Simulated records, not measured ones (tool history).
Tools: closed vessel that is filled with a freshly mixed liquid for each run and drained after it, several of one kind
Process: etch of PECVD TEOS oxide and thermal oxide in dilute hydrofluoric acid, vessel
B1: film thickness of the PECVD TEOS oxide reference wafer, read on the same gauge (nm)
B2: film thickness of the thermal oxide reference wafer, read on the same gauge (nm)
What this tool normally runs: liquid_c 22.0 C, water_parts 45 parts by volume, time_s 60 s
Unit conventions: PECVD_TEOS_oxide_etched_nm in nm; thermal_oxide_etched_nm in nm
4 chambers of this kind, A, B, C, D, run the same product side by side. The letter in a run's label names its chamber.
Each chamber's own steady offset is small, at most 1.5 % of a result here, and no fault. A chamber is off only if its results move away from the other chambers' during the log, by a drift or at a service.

{"run": "1D", "day": 0.542, "liquid_c": 22.0, "water_parts": 45, "time_s": 60, "B1": 79.973, "B2": 130.0, "PECVD_TEOS_oxide_etched_nm": 23.239, "thermal_oxide_etched_nm": 6.4113}
{"run": "2B", "day": 1.104, "liquid_c": 22.0, "water_parts": 45, "time_s": 60, "B1": 80.013, "B2": 129.99, "PECVD_TEOS_oxide_etched_nm": 22.95, "thermal_oxide_etched_nm": 6.5548}
{"run": "3C", "day": 1.504, "liquid_c": 22.0, "water_parts": 45, "time_s": 60, "B1": 80.016, "B2": 130.0, "PECVD_TEOS_oxide_etched_nm": 22.689, "thermal_oxide_etched_nm": 6.4613}
{"run": "4A", "day": 2.038, "liquid_c": 22.0, "water_parts": 45, "time_s": 60, "B1": 80.007, "B2": 129.99, "PECVD_TEOS_oxide_etched_nm": 22.998, "thermal_oxide_etched_nm": 6.5143}
{"run": "5C", "day": 2.4, "liquid_c": 22.0, "water_parts": 45, "time_s": 60, "B1": 80.015, "B2": 129.95, "PECVD_TEOS_oxide_etched_nm": 22.94, "thermal_oxide_etched_nm": 6.3508}
{"run": "6B", "day": 2.958, "liquid_c": 22.0, "water_parts": 45, "time_s": 60, "B1": 79.952, "B2": 129.98, "PECVD_TEOS_oxide_etched_nm": 22.944, "thermal_oxide_etched_nm": 6.4876}
{"run": "7D", "day": 3.392, "liquid_c": 22.0, "water_parts": 45, "time_s": 60, "B1": 79.992, "B2": 130.01, "PECVD_TEOS_oxide_etched_nm": 22.779, "thermal_oxide_etched_nm": 6.4478}
{"run": "8A", "day": 3.679, "liquid_c": 22.0, "water_parts": 45, "time_s": 60, "B1": 79.993, "B2": 129.99, "PECVD_TEOS_oxide_etched_nm": 22.541, "thermal_oxide_etched_nm": 6.4515}
{"run": "9C", "day": 4.092, "liquid_c": 22.0, "water_parts": 45, "time_s": 30, "B1": 79.958, "B2": 130.0, "PECVD_TEOS_oxide_etched_nm": 11.556, "thermal_oxide_etched_nm": 3.2304}
{"run": "10D", "day": 4.438, "liquid_c": 22.0, "water_parts": 45, "time_s": 30, "B1": 79.992, "B2": 129.99, "PECVD_TEOS_oxide_etched_nm": 11.501, "thermal_oxide_etched_nm": 3.2115}
{"day": 4.475, "done": "chamber B: hydrofluoric acid flow meter replaced"}
{"run": "11B", "day": 4.883, "liquid_c": 22.0, "water_parts": 45, "time_s": 30, "B1": 79.954, "B2": 130.01, "PECVD_TEOS_oxide_etched_nm": 11.244, "thermal_oxide_etched_nm": 3.2108}
{"run": "12A", "day": 5.383, "liquid_c": 22.0, "water_parts": 45, "time_s": 30, "B1": 80.01, "B2": 129.98, "PECVD_TEOS_oxide_etched_nm": 11.551, "thermal_oxide_etched_nm": 3.2514}
{"run": "13C", "day": 5.646, "liquid_c": 22.0, "water_parts": 45, "time_s": 60, "B1": 80.003, "B2": 129.98, "PECVD_TEOS_oxide_etched_nm": 23.075, "thermal_oxide_etched_nm": 6.425}
{"run": "14A", "day": 6.062, "liquid_c": 22.0, "water_parts": 50, "time_s": 85, "B1": 79.973, "B2": 129.97, "PECVD_TEOS_oxide_etched_nm": 29.05, "thermal_oxide_etched_nm": 8.2668}
{"run": "15D", "day": 6.562, "liquid_c": 22.0, "water_parts": 50, "time_s": 85, "B1": 79.998, "B2": 129.98, "PECVD_TEOS_oxide_etched_nm": 28.901, "thermal_oxide_etched_nm": 8.2157}
{"run": "16B", "day": 6.933, "liquid_c": 22.0, "water_parts": 50, "time_s": 85, "B1": 80.004, "B2": 130.01, "PECVD_TEOS_oxide_etched_nm": 28.364, "thermal_oxide_etched_nm": 8.202}
{"run": "17B", "day": 7.221, "liquid_c": 22.0, "water_parts": 50, "time_s": 85, "B1": 80.019, "B2": 129.98, "PECVD_TEOS_oxide_etched_nm": 28.744, "thermal_oxide_etched_nm": 8.2997}
{"run": "18C", "day": 7.667, "liquid_c": 22.0, "water_parts": 45, "time_s": 60, "B1": 79.986, "B2": 130.02, "PECVD_TEOS_oxide_etched_nm": 22.849, "thermal_oxide_etched_nm": 6.3207}
{"day": 8.096, "done": "chamber D: hydrofluoric acid flow meter replaced"}
{"run": "19D", "day": 8.179, "liquid_c": 22.0, "water_parts": 45, "time_s": 60, "B1": 79.988, "B2": 130.01, "PECVD_TEOS_oxide_etched_nm": 22.739, "thermal_oxide_etched_nm": 6.4407}
{"run": "20A", "day": 8.688, "liquid_c": 22.0, "water_parts": 45, "time_s": 60, "B1": 79.984, "B2": 129.97, "PECVD_TEOS_oxide_etched_nm": 23.239, "thermal_oxide_etched_nm": 6.522}
{"run": "21B", "day": 9.058, "liquid_c": 22.0, "water_parts": 45, "time_s": 60, "B1": 80.019, "B2": 129.97, "PECVD_TEOS_oxide_etched_nm": 22.761, "thermal_oxide_etched_nm": 6.526}
{"run": "22C", "day": 9.342, "liquid_c": 26.5, "water_parts": 45, "time_s": 50, "B1": 79.975, "B2": 130.01, "PECVD_TEOS_oxide_etched_nm": 22.322, "thermal_oxide_etched_nm": 6.4662}
{"run": "23A", "day": 9.9, "liquid_c": 26.5, "water_parts": 45, "time_s": 50, "B1": 79.994, "B2": 129.96, "PECVD_TEOS_oxide_etched_nm": 22.668, "thermal_oxide_etched_nm": 6.6138}
{"run": "24D", "day": 10.354, "liquid_c": 26.5, "water_parts": 45, "time_s": 50, "B1": 80.021, "B2": 130.0, "PECVD_TEOS_oxide_etched_nm": 23.094, "thermal_oxide_etched_nm": 6.6174}
{"run": "25A", "day": 10.754, "liquid_c": 26.5, "water_parts": 45, "time_s": 50, "B1": 79.991, "B2": 130.02, "PECVD_TEOS_oxide_etched_nm": 22.878, "thermal_oxide_etched_nm": 6.5122}
{"run": "26B", "day": 11.317, "liquid_c": 22.0, "water_parts": 45, "time_s": 60, "B1": 79.978, "B2": 129.99, "PECVD_TEOS_oxide_etched_nm": 22.598, "thermal_oxide_etched_nm": 6.489}
{"run": "27C", "day": 11.767, "liquid_c": 22.0, "water_parts": 45, "time_s": 60, "B1": 79.967, "B2": 130.02, "PECVD_TEOS_oxide_etched_nm": 22.569, "thermal_oxide_etched_nm": 6.4594}
{"run": "28D", "day": 12.088, "liquid_c": 22.0, "water_parts": 45, "time_s": 60, "B1": 79.995, "B2": 130.01, "PECVD_TEOS_oxide_etched_nm": 23.077, "thermal_oxide_etched_nm": 6.4672}
{"run": "29A", "day": 12.346, "liquid_c": 22.0, "water_parts": 45, "time_s": 85, "B1": 79.994, "B2": 130.02, "PECVD_TEOS_oxide_etched_nm": 32.915, "thermal_oxide_etched_nm": 9.2172}
{"run": "30B", "day": 12.692, "liquid_c": 22.0, "water_parts": 45, "time_s": 85, "B1": 80.005, "B2": 130.02, "PECVD_TEOS_oxide_etched_nm": 32.243, "thermal_oxide_etched_nm": 9.2425}
{"run": "31D", "day": 13.058, "liquid_c": 22.0, "water_parts": 45, "time_s": 85, "B1": 80.022, "B2": 129.94, "PECVD_TEOS_oxide_etched_nm": 32.234, "thermal_oxide_etched_nm": 9.0798}
{"run": "32C", "day": 13.321, "liquid_c": 22.0, "water_parts": 45, "time_s": 85, "B1": 79.976, "B2": 129.99, "PECVD_TEOS_oxide_etched_nm": 31.493, "thermal_oxide_etched_nm": 9.0336}
{"run": "33B", "day": 13.729, "liquid_c": 22.0, "water_parts": 45, "time_s": 60, "B1": 80.021, "B2": 129.98, "PECVD_TEOS_oxide_etched_nm": 22.716, "thermal_oxide_etched_nm": 6.5185}
{"run": "34D", "day": 14.321, "liquid_c": 22.0, "water_parts": 45, "time_s": 60, "B1": 79.958, "B2": 130.03, "PECVD_TEOS_oxide_etched_nm": 23.043, "thermal_oxide_etched_nm": 6.4334}
{"run": "35A", "day": 14.579, "liquid_c": 22.0, "water_parts": 45, "time_s": 60, "B1": 79.992, "B2": 130.05, "PECVD_TEOS_oxide_etched_nm": 22.562, "thermal_oxide_etched_nm": 6.5553}
{"run": "36C", "day": 14.879, "liquid_c": 22.0, "water_parts": 45, "time_s": 60, "B1": 80.025, "B2": 130.0, "PECVD_TEOS_oxide_etched_nm": 22.522, "thermal_oxide_etched_nm": 6.4782}
{"run": "37C", "day": 15.2, "liquid_c": 22.0, "water_parts": 60, "time_s": 45, "B1": 79.989, "B2": 129.99, "PECVD_TEOS_oxide_etched_nm": 12.711, "thermal_oxide_etched_nm": 3.5425}
{"run": "38A", "day": 15.521, "liquid_c": 22.0, "water_parts": 60, "time_s": 45, "B1": 79.986, "B2": 129.99, "PECVD_TEOS_oxide_etched_nm": 12.814, "thermal_oxide_etched_nm": 3.6417}
{"run": "39B", "day": 16.008, "liquid_c": 22.0, "water_parts": 60, "time_s": 45, "B1": 80.003, "B2": 130.01, "PECVD_TEOS_oxide_etched_nm": 12.458, "thermal_oxide_etched_nm": 3.5808}
{"run": "40D", "day": 16.512, "liquid_c": 22.0, "water_parts": 60, "time_s": 45, "B1": 79.996, "B2": 129.97, "PECVD_TEOS_oxide_etched_nm": 12.526, "thermal_oxide_etched_nm": 3.598}
{"run": "41B", "day": 16.854, "liquid_c": 22.0, "water_parts": 45, "time_s": 60, "B1": 80.022, "B2": 129.99, "PECVD_TEOS_oxide_etched_nm": 22.591, "thermal_oxide_etched_nm": 6.4719}
{"run": "42C", "day": 17.425, "liquid_c": 22.0, "water_parts": 45, "time_s": 60, "B1": 80.019, "B2": 129.99, "PECVD_TEOS_oxide_etched_nm": 22.854, "thermal_oxide_etched_nm": 6.2682}
{"run": "43D", "day": 17.908, "liquid_c": 22.0, "water_parts": 45, "time_s": 60, "B1": 80.023, "B2": 130.02, "PECVD_TEOS_oxide_etched_nm": 23.179, "thermal_oxide_etched_nm": 6.4264}
{"run": "44A", "day": 18.454, "liquid_c": 22.0, "water_parts": 45, "time_s": 60, "B1": 80.024, "B2": 130.0, "PECVD_TEOS_oxide_etched_nm": 22.855, "thermal_oxide_etched_nm": 6.5657}

Does one chamber stand apart from the rest, does the shared gauge drift, or is all well apart from small per-chamber offsets? Give the chamber and the most likely cause, where there is one.

All chambers stay in line apart from their small fixed offsets, and the gauge does not drift.

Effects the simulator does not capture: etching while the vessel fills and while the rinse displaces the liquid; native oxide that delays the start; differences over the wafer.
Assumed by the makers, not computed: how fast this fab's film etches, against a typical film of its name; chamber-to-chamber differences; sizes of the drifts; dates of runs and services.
